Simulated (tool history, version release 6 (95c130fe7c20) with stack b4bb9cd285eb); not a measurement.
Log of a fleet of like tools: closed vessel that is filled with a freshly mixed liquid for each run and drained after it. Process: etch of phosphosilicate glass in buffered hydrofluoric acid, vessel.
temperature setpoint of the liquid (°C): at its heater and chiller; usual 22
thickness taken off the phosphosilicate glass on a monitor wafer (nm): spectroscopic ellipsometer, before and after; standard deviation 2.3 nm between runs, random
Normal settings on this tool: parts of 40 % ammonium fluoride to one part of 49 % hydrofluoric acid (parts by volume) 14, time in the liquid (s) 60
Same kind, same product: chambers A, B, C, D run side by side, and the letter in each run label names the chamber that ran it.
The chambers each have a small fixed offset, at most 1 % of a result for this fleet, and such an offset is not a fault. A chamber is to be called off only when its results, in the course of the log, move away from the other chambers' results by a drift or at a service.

run	hour	temperature setpoint of the liquid (°C)	parts of 40 % ammonium fluoride to one part of 49 % hydrofluoric acid (parts by volume)	time in the liquid (s)	hours since the thermometer was replaced	hours since the hydrofluoric acid flow meter was replaced	read-back film thickness of the phosphosilicate glass reference wafer, read on the same gauge (nm)	thickness taken off the phosphosilicate glass on a monitor wafer (nm)
1A	5.7	22	14	60	262.5	32.6	119.99	234.86
2D	10.6	22	14	60	125.4	1033	120.01	241.52
3C	18.8	22	14	60	700.4	424.3	120	237.78
4B	25.6	22	14	60	777	114.3	120.02	236.73
5A	32.3	22	14	60	289.1	59.2	120.03	236.98
6C	43.5	22	14	60	725.1	449	120.01	238.14
7D	50.1	22	11.5	60	164.9	1072.5	119.99	299.22
8B	61	22	11.5	60	812.4	149.7	120.01	290.38
9B	71.2	22	11.5	60	822.6	159.9	120.02	291.66
10C	78.5	22	11.5	60	760.1	484	119.96	290.73
11D	88.6	22	14	60	203.4	1111	120.03	243.8
12A	96.9	22	14	60	353.7	123.8	119.95	235.51
13C	106	22	14	60	787.6	511.5	119.97	239.97
14B	115.5	22	14	60	866.9	204.2	119.93	237.8
15A	121.6	22	14	60	378.4	148.5	120.03	236.43
16D	129.6	22	14	60	244.4	1152	120.02	241.05
17C	135.6	22	14	30	817.2	541.1	119.97	122.16
18A	146.7	22	14	30	403.5	173.6	119.99	118.43
19D	155.1	22	14	30	269.9	1177.5	119.99	121.91
20B	161.1	22	14	30	912.5	249.8	120.03	118.87
21A	166.1	22	14	60	422.9	193	120.01	237.19
22D	172.6	22	14	60	287.4	1195	120.01	241.89
23C	180.7	22	14	60	862.3	586.2	119.95	251.48
24B	190.1	22	17	60	941.5	278.8	119.99	197.93
25B	195.3	22	17	60	946.7	284	119.99	200.08
26C	201.5	22	17	60	883.1	607	120	207.37
27A	207.6	22	17	60	464.4	234.5	119.97	197
28D	216.6	22	14	60	331.4	1239	119.98	241.82

The same settings go to every chamber for the next run, one line per chamber below. Forecast the results for each:
29A	224.8	22	14	60				?
29B	224.8	22	14	60				?
29C	224.8	22	14	60				?
29D	224.8	22	14	60				?

run	thickness taken off the phosphosilicate glass on a monitor wafer (nm)
29A	238.29
29B	238.9
29C	256.91
29D	244.85
